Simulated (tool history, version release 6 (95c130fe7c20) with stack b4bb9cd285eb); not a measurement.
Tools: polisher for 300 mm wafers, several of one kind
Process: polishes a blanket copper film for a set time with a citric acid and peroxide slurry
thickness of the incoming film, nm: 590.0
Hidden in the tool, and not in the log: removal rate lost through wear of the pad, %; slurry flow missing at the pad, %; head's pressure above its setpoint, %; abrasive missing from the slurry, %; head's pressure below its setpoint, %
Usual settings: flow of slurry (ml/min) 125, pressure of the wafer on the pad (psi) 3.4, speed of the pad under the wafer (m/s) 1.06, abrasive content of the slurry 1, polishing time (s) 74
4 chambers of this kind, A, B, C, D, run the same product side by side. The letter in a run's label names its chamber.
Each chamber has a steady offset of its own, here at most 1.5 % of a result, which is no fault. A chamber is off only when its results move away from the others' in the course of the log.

run	hour	flow of slurry (ml/min)	pressure of the wafer on the pad (psi)	speed of the pad under the wafer (m/s)	abrasive content of the slurry	polishing time (s)	wafers polished on this pad	hours since the slurry nozzle was cleaned	hours since the head pressure was calibrated	hours since the slurry blender was calibrated	film removed (Å)
1A	6.6	125	3.4	1.06	1	74	402	18.3	689.2	289.5	2116.1
2D	17.6	125	3.4	1.06	1	74	563	687.6	854.2	201.1	2104
3B	27.5	125	3.4	1.06	1	74	485	515.5	419.7	41.5	2190.5
4C	36.5	125	3.4	1.06	1	74	267	725.8	455.2	189.6	2135.3
# hour 43.3: chamber A: worn pad replaced by a new one
# hour 45: chamber D: slurry nozzle cleaned
5C	46.7	125	3.4	1.06	1	74	340	736	465.4	199.8	2152.9
# hour 49.1: chamber B: slurry nozzle cleaned
6D	57.5	125	3.4	1.06	1	74	847	12.6	894.1	241	2110
# hour 59.3: chamber C: slurry nozzle cleaned
7A	66.9	125	3.4	1.06	1	74	168	78.6	749.5	349.8	2150.9
# hour 67.5: chamber B: worn pad replaced by a new one
# hour 73.6: chamber C: worn pad replaced by a new one
8B	76.8	125	3.4	1.06	1	74	66	27.7	469	90.8	2105.4
9D	84.1	125	3.4	1.06	1	74	1036	39.2	920.7	267.6	2143.9
10B	95.5	125	3.4	1.06	1.1	58	199	46.4	487.7	109.5	1709.6
# hour 102.3: chamber D: head pressure recalibrated
11C	106.7	125	3.4	1.06	1.1	58	235	47.5	525.4	259.8	1667.5
12A	117.5	125	3.4	1.06	1.1	58	528	129.2	800.1	400.4	1706.1
# hour 121.4: chamber D: worn pad replaced by a new one
13B	125.9	125	3.4	1.06	1.1	58	415	76.8	518.1	139.9	1707.7
14A	133.5	125	3.4	1.06	1	74	642	145.2	816.1	416.4	2123.3
15D	142.3	125	3.4	1.06	1	74	149	97.4	40	325.8	2174.2
16C	151.6	160	3.4	0.82	1	74	555	92.4	570.3	304.7	1686.1
# hour 151.9: chamber C: worn pad replaced by a new one
# hour 158.4: chamber A: worn pad replaced by a new one
17B	163.9	160	3.4	0.82	1	74	685	114.8	556.1	177.9	1733.8
# hour 165: chamber A: slurry blender recalibrated
18C	171	160	3.4	0.82	1	74	136	111.8	589.7	324.1	1677.7
# hour 176.4: chamber B: worn pad replaced by a new one
# hour 180.2: chamber B: slurry blender recalibrated
19D	183	160	3.4	0.82	1	74	438	138.1	80.7	366.5	1739.7
20A	192.6	125	3.4	1.06	1	74	243	204.3	875.2	27.6	2114.4
21B	202.1	125	3.4	1.06	1	74	182	153	594.3	22	2085.7
22D	212.9	125	3.4	1.06	1	74	651	168	110.6	396.4	2149.3
# hour 215.6: chamber A: head pressure recalibrated
# hour 223.5: chamber C: worn pad replaced by a new one
23A	223.6	125	3.4	1.06	1	74	463	235.3	8	58.6	2198.2
# hour 223.7: chamber C: slurry blender recalibrated
24C	232.3	125	3.4	1.06	1	74	62	173.1	651	8.7	1965
25B	239.2	125	3.4	1.06	1	74	446	190.1	631.4	59.1	2127.5
26A	245.7	125	3.4	1.06	1	74	621	257.4	30.1	80.7	2168.2
27C	256.9	125	3.4	1.06	1	74	237	197.7	675.6	33.3	1944.9
# hour 258: chamber D: slurry blender recalibrated
# hour 265.7: chamber A: worn pad replaced by a new one
28D	268.9	165	3.4	1.32	1	74	1049	224	166.6	11	2783.7
29B	275.4	165	3.4	1.32	1	74	703	226.3	667.6	95.3	2757.7
# hour 279.7: chamber D: worn pad replaced by a new one
30C	283.4	165	3.4	1.32	1	74	426	224.2	702.1	59.8	2587.4
# hour 288.9: chamber C: worn pad replaced by a new one
31D	291.7	165	3.4	1.32	1	74	85	246.8	189.4	33.8	2800.1
32A	300.8	125	3.4	1.06	1	74	249	312.5	85.2	135.8	2169.6
33D	306.3	125	3.4	1.06	1	74	189	261.4	204	48.4	2170.8
34C	311.9	125	3.4	1.06	1	74	163	252.7	730.6	88.3	1927.8
35A	321.5	125	3.4	1.06	1	74	397	333.2	105.9	156.5	2181.6

What goes on in this fleet: one chamber off, a drifting gauge, or nothing beyond the chambers' own small offsets? Name the chamber and the cause, if any.

Chamber C drifts away from the others.
Cause: head's pressure below its setpoint, % = 10.5.

Here are 4 candidates for chamber C's next run, each the usual settings with a change, their results left as question marks. Which one brings its results back in line with what the others give on the usual settings?
In line means no further than this from the other chambers' mean on the usual settings: film removed (Å) 83
36C-1	330.4	125	3.4	0.94	1	74					?
36C-2	330.4	130	3.4	1.18	1	74					?
36C-3	330.4	125	3.3	1.06	1	74					?
36C-4	330.4	125	3.4	1.08	1	75					?

The other chambers' mean on the usual settings: film removed (Å) 2134.5
run	film removed (Å)
36C-1	1695.4
36C-2	2135.4
36C-3	1852.2
36C-4	1968.8
36C-2 brings the chamber back in line.
